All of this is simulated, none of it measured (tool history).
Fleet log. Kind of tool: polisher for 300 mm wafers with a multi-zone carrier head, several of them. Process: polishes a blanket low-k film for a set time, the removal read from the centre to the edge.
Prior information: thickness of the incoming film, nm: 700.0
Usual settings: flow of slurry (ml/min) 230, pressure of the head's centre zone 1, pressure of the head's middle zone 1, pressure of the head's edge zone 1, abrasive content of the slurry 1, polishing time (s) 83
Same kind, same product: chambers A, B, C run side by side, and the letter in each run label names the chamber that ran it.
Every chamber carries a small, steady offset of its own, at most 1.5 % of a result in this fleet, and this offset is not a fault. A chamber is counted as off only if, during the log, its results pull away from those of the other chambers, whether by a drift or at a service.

run    day  flow of slurry (ml/min)  pressure of the head's centre zone  pressure of the head's middle zone  pressure of the head's edge zone  abrasive content of the slurry  polishing time (s)  wafers polished on this pad  hours since the slurry nozzle was cleaned  hours since the centre zone pressure was calibrated  hours since the edge zone pressure was calibrated  film removed at the wafer's centre (angstrom)  film removed at mid-radius (angstrom)  film removed at the wafer's edge (angstrom)
 1B  0.188                      230                                   1                                   1                                 1                               1                  83                         1428                                       11.4                                                399.7                                              395.6                                         320.21                                 320.82                                       324.87
     0.192  -- chamber B: worn pad replaced by a new one
 2A  0.325                      230                                   1                                   1                                 1                               1                  83                          872                                      501.8                                                764.9                                              150.4                                         328.75                                 325.01                                       316.41
 3C  0.521                      230                                   1                                   1                                 1                               1                  83                          202                                       36.2                                                654.2                                              421.4                                         315.65                                 323.04                                       327.12
     0.592  -- chamber B: edge zone pressure recalibrated
 4A  0.671                      230                                   1                                   1                                 1                               1                  83                          971                                      510.1                                                773.2                                              158.7                                         327.24                                 321.90                                       321.81
     0.733  -- chamber A: worn pad replaced by a new one
 5C  0.850                      230                                   1                                   1                                 1                               1                  83                          297                                       44.1                                                662.1                                              429.3                                         317.34                                 324.98                                       324.83
 6B  1.042                      230                                   1                                   1                                 1                               1                  83                          243                                       31.9                                                420.2                                               10.9                                         324.72                                 322.53                                       323.20
 7B  1.212                      230                                   1                                   1                                 1                               1                  83                          292                                       36.0                                                424.3                                               15.0                                         314.65                                 323.09                                       327.78
 8A  1.375                      230                                   1                                   1                                 1                               1                 100                          184                                      527.0                                                790.1                                              175.6                                         391.81                                 395.42                                       385.21
 9C  1.546                      230                                   1                                   1                                 1                               1                 100                          495                                       60.8                                                678.8                                              446.0                                         388.11                                 388.99                                       393.16
10A  1.712                      230                                   1                                   1                                 1                               1                 100                          280                                      535.1                                                798.2                                              183.7                                         396.70                                 395.68                                       384.11
11B  1.846                      230                                   1                                   1                                 1                               1                  83                          473                                       51.2                                                439.5                                               30.2                                         324.54                                 321.79                                       325.27
12C  2.046                      230                                   1                                   1                                 1                               1                  83                          638                                       72.8                                                690.8                                              458.0                                         322.39                                 321.52                                       323.52
13C  2.204                      230                                   1                                   1                                 1                               1                  83                          684                                       76.6                                                694.6                                              461.8                                         323.65                                 325.40                                       327.94
14B  2.388                      230                                   1                                   1                                 1                               1                  83                          628                                       64.2                                                452.5                                               43.2                                         317.81                                 320.07                                       324.09
15A  2.583                      230                                   1                                   1                                 1                               1                  83                          529                                      556.0                                                819.1                                              204.6                                         325.73                                 330.59                                       316.43
16B  2.812                      230                                   1                                   1                                 1                               1                  83                          749                                       74.4                                                462.7                                               53.4                                         320.15                                 325.77                                       327.73
17C  2.975                      230                                   1                                   1                                 1                               1                  83                          904                                       95.1                                                713.1                                              480.3                                         318.84                                 324.40                                       325.63
     3.029  -- chamber C: edge zone pressure recalibrated
18A  3.088                      230                                   1                                   1                                 1                               1                  83                          673                                      568.1                                                831.2                                              216.7                                         320.59                                 327.73                                       320.03
19C  3.283                      230                                   1                                   1                                 1                               1                  83                          992                                      102.5                                                720.5                                                6.1                                         322.10                                 325.69                                       326.86
20B  3.458                      230                                   1                                   1                                 1                               1                  83                          934                                       89.9                                                478.2                                               68.9                                         311.76                                 322.43                                       324.70
21A  3.667                      230                                   1                                   1                                 1                               1                  83                          839                                      582.0                                                845.1                                              230.6                                         325.66                                 326.53                                       317.71
22B  3.788                      230                                   1                                   1                                 1                               1                  83                         1028                                       97.8                                                486.1                                               76.8                                         316.54                                 318.40                                       324.37
     3.883  -- chamber C: worn pad replaced by a new one
23C  3.904                      230                                   1                                   1                                 1                               1                  83                            6                                      117.4                                                735.4                                               21.0                                         321.28                                 324.00                                       317.65
24A  4.125                      230                                   1                                   1                                 1                               1                  67                          970                                      593.0                                                856.1                                              241.6                                         261.12                                 262.44                                       255.38
     4.279  -- chamber A: worn pad replaced by a new one
25A  4.296                      230                                   1                                   1                                 1                               1                  67                            5                                      597.1                                                860.2                                              245.7                                         263.12                                 267.44                                       254.90
26B  4.496                      230                                   1                                   1                                 1                               1                  67                         1231                                      114.8                                                503.1                                               93.8                                         256.14                                 262.57                                       258.74
27C  4.700                      230                                   1                                   1                                 1                               1                  83                          234                                      136.5                                                754.5                                               40.1                                         319.96                                 325.21                                       323.59
28A  4.812                      230                                   1                                   1                                 1                               1                 100                          153                                      609.5                                                872.6                                              258.1                                         387.30                                 395.10                                       381.49
29C  4.938                      230                                   1                                   1                                 1                               1                 100                          301                                      142.2                                                760.2                                               45.8                                         390.32                                 390.88                                       397.33

Each of the 3 chambers runs these same settings next. Fill in every chamber's results:
30A  5.104                      270                                   1                                   1                                 1                               1                  83                                                                                                                                                                                                                              ?                                      ?                                            ?
30B  5.104                      270                                   1                                   1                                 1                               1                  83                                                                                                                                                                                                                              ?                                      ?                                            ?
30C  5.104                      270                                   1                                   1                                 1                               1                  83                                                                                                                                                                                                                              ?                                      ?                                            ?

run  film removed at the wafer's centre (angstrom)  film removed at mid-radius (angstrom)  film removed at the wafer's edge (angstrom)
30A                                         324.07                                 334.00                                       319.85
30B                                         324.78                                 326.13                                       329.20
30C                                         320.94                                 330.72                                       327.31

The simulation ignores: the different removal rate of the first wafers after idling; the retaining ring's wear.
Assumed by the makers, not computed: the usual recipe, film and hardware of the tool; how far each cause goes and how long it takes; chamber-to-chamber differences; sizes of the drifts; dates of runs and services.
